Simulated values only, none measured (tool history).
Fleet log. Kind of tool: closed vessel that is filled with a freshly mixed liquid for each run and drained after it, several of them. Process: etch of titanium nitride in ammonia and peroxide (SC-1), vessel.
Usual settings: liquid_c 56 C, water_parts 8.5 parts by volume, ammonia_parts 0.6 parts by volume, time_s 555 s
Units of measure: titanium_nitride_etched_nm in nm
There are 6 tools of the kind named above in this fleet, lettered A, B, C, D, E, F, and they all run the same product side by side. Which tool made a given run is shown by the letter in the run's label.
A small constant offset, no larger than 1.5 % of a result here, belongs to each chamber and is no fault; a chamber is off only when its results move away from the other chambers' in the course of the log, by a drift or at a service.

run	day	liquid_c	water_parts	ammonia_parts	time_s	read-back film thickness of the titanium nitride reference wafer, read on the same gauge (nm)	titanium_nitride_etched_nm
1D	0.183	56	8.5	0.6	555	149.95	32.137
# day 0.208: chamber F: new drum of ammonia solution connected
2A	0.371	56	8.5	0.6	555	150.02	31.974
3F	0.475	56	8.5	0.6	555	149.95	32.112
4B	0.662	56	8.5	0.6	555	149.99	32.032
5E	0.821	56	8.5	0.6	555	149.99	31.512
6C	0.954	56	8.5	0.6	555	150.02	31.57
7B	1.083	63.5	8.5	0.6	555	149.99	51.85
8E	1.217	63.5	8.5	0.6	555	149.97	52.343
9D	1.329	63.5	8.5	0.6	555	149.99	52.629
10F	1.417	63.5	8.5	0.6	555	149.97	52.08
11A	1.529	63.5	8.5	0.6	555	149.98	51.861
12C	1.692	63.5	8.5	0.6	555	149.97	51.519
13D	1.833	56	8.5	0.6	555	150	31.964
14E	1.946	56	8.5	0.6	555	150.02	31.545
15A	2.142	56	8.5	0.6	555	150.01	31.812
16F	2.321	56	8.5	0.6	555	150.02	31.562
# day 2.4: chamber C: new drum of ammonia solution connected
17B	2.446	56	8.5	0.6	555	149.97	32.671
18C	2.575	56	8.5	0.6	555	150	31.449
19F	2.754	56	8.5	0.6	555	149.97	32.058
20E	2.896	56	11.5	0.6	555	150	26.963
21D	2.983	56	11.5	0.6	555	150.02	27.41
22A	3.146	56	11.5	0.6	555	149.96	27.27
23B	3.233	56	11.5	0.6	555	150.04	27.571
24C	3.421	56	11.5	0.6	555	150.03	26.988
25B	3.546	56	11.5	0.6	555	149.97	27.534
26D	3.646	56	8.5	0.6	555	150.05	32.206
27C	3.779	56	8.5	0.6	555	150.01	31.512
28E	3.917	56	8.5	0.6	555	149.96	31.448
29F	4.117	56	8.5	0.6	555	149.97	31.919
30A	4.321	56	8.5	0.6	555	150.01	31.323
31C	4.446	56	8.5	0.6	555	149.99	31.069
32B	4.575	56	8.5	0.6	555	149.98	33.257
33E	4.775	56	8.5	0.6	555	149.95	31.517
34A	4.9	56	8.5	0.6	555	149.96	31.53
35D	5.071	56	8.5	0.6	555	150	31.904
36F	5.162	56	8.5	0.6	555	150	31.961
37E	5.258	56	8.5	0.6	555	149.98	31.383
# day 5.362: chamber A: new drum of ammonia solution connected
38A	5.433	56	8.5	0.6	555	149.97	31.599
39F	5.629	63	8.5	0.75	555	149.98	52

The same settings go to every chamber for the next run, one line per chamber below. Forecast the results for each:
40A	5.775	56	8.5	0.6	355		?
40B	5.775	56	8.5	0.6	355		?
40C	5.775	56	8.5	0.6	355		?
40D	5.775	56	8.5	0.6	355		?
40E	5.775	56	8.5	0.6	355		?
40F	5.775	56	8.5	0.6	355		?

run	titanium_nitride_etched_nm
40A	20.16
40B	21.756
40C	19.979
40D	20.594
40E	20.388
40F	20.484
